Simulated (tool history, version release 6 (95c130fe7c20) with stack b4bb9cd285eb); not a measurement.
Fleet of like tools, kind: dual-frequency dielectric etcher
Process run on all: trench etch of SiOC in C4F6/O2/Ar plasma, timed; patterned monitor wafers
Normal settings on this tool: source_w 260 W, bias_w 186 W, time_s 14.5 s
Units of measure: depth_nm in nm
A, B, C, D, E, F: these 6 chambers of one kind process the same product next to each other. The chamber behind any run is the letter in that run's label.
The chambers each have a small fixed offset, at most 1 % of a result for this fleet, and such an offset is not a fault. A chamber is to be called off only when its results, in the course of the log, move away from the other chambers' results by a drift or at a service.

run,hour,source_w,bias_w,time_s,"read-back reference wafer on the same gauge, depth_nm",depth_nm
1D,4.6,260,186,14.5,20.719,25.971
2B,12.7,260,186,14.5,20.705,26.207
# hour 13.8: chamber B: source power generator calibrated
3C,21,260,186,14.5,20.711,26.159
4E,29.3,260,186,14.5,20.697,25.757
5A,38.7,260,186,14.5,20.714,26.222
6F,45.8,260,186,14.5,20.704,25.675
7A,51.7,260,186,14.5,20.742,25.682
8E,56.7,230,186,16.5,20.699,27.843
9D,66.1,230,186,16.5,20.708,28.262
10B,73.6,230,186,16.5,20.681,28.183
11C,80,230,186,16.5,20.706,28.249
12F,89,230,186,16.5,20.698,27.841
13F,93.3,230,186,16.5,20.687,27.865
14D,101.6,260,186,14.5,20.704,25.781
# hour 107.3: chamber A: wet clean of the chamber
15C,109.8,260,186,14.5,20.698,25.992
16A,119,260,186,14.5,20.686,26.121
# hour 125.3: chamber B: wet clean of the chamber
17B,125.4,260,186,14.5,20.724,26.023
18E,134.8,260,186,14.5,20.722,26.076
19A,139.8,260,186,14.5,20.713,26.072
20D,146.1,260,186,14.5,20.699,26.113
21F,151,260,186,14.5,20.707,25.769
22B,156.3,260,186,14.5,20.692,25.926
23E,163.2,260,186,14.5,20.693,26.206
24C,171.7,260,186,14.5,20.726,25.858
25C,179.6,260,186,14.5,20.705,26.108
26E,188.6,260,186,14.5,20.714,26.279
27B,194.8,260,186,14.5,20.738,25.9
28F,201.7,260,186,14.5,20.708,25.856
29D,207.3,260,186,14.5,20.674,26.243
30A,213.9,260,186,14.5,20.677,25.787
31E,221.3,260,186,14.5,20.709,26.772
32F,229.5,260,186,14.5,20.697,25.643
# hour 238.3: chamber D: bias power generator calibrated
33C,239.1,260,186,14.5,20.685,26.002
34D,244.7,260,186,14.5,20.682,25.738
35A,250.2,260,186,14.5,20.692,26.113
36B,258,260,186,14.5,20.684,25.878
37C,265.6,260,186,14.5,20.707,25.95
38E,270.3,260,186,14.5,20.722,26.92
39B,278,260,186,14.5,20.727,26.107

Predict what each chamber gives when all 6 of them run the settings below next.
40A,284.8,260,186,14.5,,?
40B,284.8,260,186,14.5,,?
40C,284.8,260,186,14.5,,?
40D,284.8,260,186,14.5,,?
40E,284.8,260,186,14.5,,?
40F,284.8,260,186,14.5,,?

run,depth_nm
40A,25.853
40B,26.107
40C,25.991
40D,25.998
40E,26.987
40F,25.863
